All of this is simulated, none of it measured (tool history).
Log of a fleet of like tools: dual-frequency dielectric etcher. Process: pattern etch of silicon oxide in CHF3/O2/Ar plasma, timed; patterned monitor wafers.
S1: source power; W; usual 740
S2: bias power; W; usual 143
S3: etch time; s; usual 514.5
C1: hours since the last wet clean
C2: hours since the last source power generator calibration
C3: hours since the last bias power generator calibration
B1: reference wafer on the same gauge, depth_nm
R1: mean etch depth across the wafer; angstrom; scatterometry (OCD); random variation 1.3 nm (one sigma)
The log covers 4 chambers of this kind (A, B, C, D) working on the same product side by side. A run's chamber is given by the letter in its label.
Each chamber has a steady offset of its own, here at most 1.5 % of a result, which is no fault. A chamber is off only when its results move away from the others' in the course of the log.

run	hour	S1	S2	S3	C1	C2	C3	B1	R1
1D	4.7	740	143	514.5	287.2	3380.7	1785.2	899.56	10133.0
2A	14.6	740	143	514.5	558.3	3595.5	140.8	899.74	10378.0
3B	22.8	740	143	514.5	576.0	2842.4	1556.5	899.60	10244.0
4C	29.4	740	143	514.5	82.3	1297.5	364.0	899.57	10241.0
# hour 36.1: chamber D: wet clean of the chamber
5B	40.0	740	143	514.5	593.2	2859.6	1573.7	898.84	10263.0
6D	47.4	740	169	439.5	11.4	3423.4	1827.9	898.71	9146.1
7A	54.8	740	169	439.5	598.5	3635.7	181.0	898.84	9318.7
8C	63.6	740	169	439.5	116.5	1331.7	398.2	898.63	9197.4
9D	70.7	740	169	439.5	34.7	3446.7	1851.2	898.44	9147.1
10A	77.6	740	143	514.5	621.3	3658.5	203.8	898.28	10348.0
# hour 82.9: chamber A: wet clean of the chamber
11B	84.1	740	143	514.5	637.3	2903.7	1617.8	898.23	10241.0
12C	92.9	740	143	514.5	145.8	1361.0	427.5	898.09	10199.0
13A	103.5	810	143	606.5	20.7	3684.4	229.7	897.78	12595.0
14D	109.7	810	143	606.5	73.7	3485.7	1890.2	897.59	12370.0
15B	114.8	810	143	606.5	668.0	2934.4	1648.5	897.61	12519.0
16C	125.1	810	143	606.5	178.0	1393.2	459.7	897.15	12486.0
17B	134.2	740	143	514.5	687.4	2953.8	1667.9	897.11	10219.0
18D	140.0	560	143	514.5	104.0	3516.0	1920.5	897.26	9115.7
19A	149.2	560	143	514.5	66.4	3730.1	275.4	896.69	9271.8
# hour 153.1: chamber B: wet clean of the chamber
20C	158.6	560	143	514.5	211.5	1426.7	493.2	896.93	9143.6
21D	164.1	560	143	514.5	128.1	3540.1	1944.6	896.59	9089.7
22C	169.9	740	143	514.5	222.8	1438.0	504.5	896.54	10212.0
23B	178.2	740	143	514.5	25.2	2997.8	1711.9	896.24	10251.0
24A	186.9	740	143	514.5	104.1	3767.8	313.1	896.24	10336.0
25B	193.8	740	143	514.5	40.8	3013.4	1727.5	895.97	10204.0
26C	203.7	740	143	514.5	256.6	1471.8	538.3	895.69	10157.0
27D	210.9	740	143	514.5	174.9	3586.9	1991.4	895.64	10116.0
28A	216.1	740	143	514.5	133.3	3797.0	342.3	895.34	10318.0

All 4 chambers run these settings next. Forecast each chamber's results:
29A	223.9	740	143	514.5					?
29B	223.9	740	143	514.5					?
29C	223.9	740	143	514.5					?
29D	223.9	740	143	514.5					?

run	R1
29A	10323.0
29B	10193.0
29C	10178.0
29D	10110.0

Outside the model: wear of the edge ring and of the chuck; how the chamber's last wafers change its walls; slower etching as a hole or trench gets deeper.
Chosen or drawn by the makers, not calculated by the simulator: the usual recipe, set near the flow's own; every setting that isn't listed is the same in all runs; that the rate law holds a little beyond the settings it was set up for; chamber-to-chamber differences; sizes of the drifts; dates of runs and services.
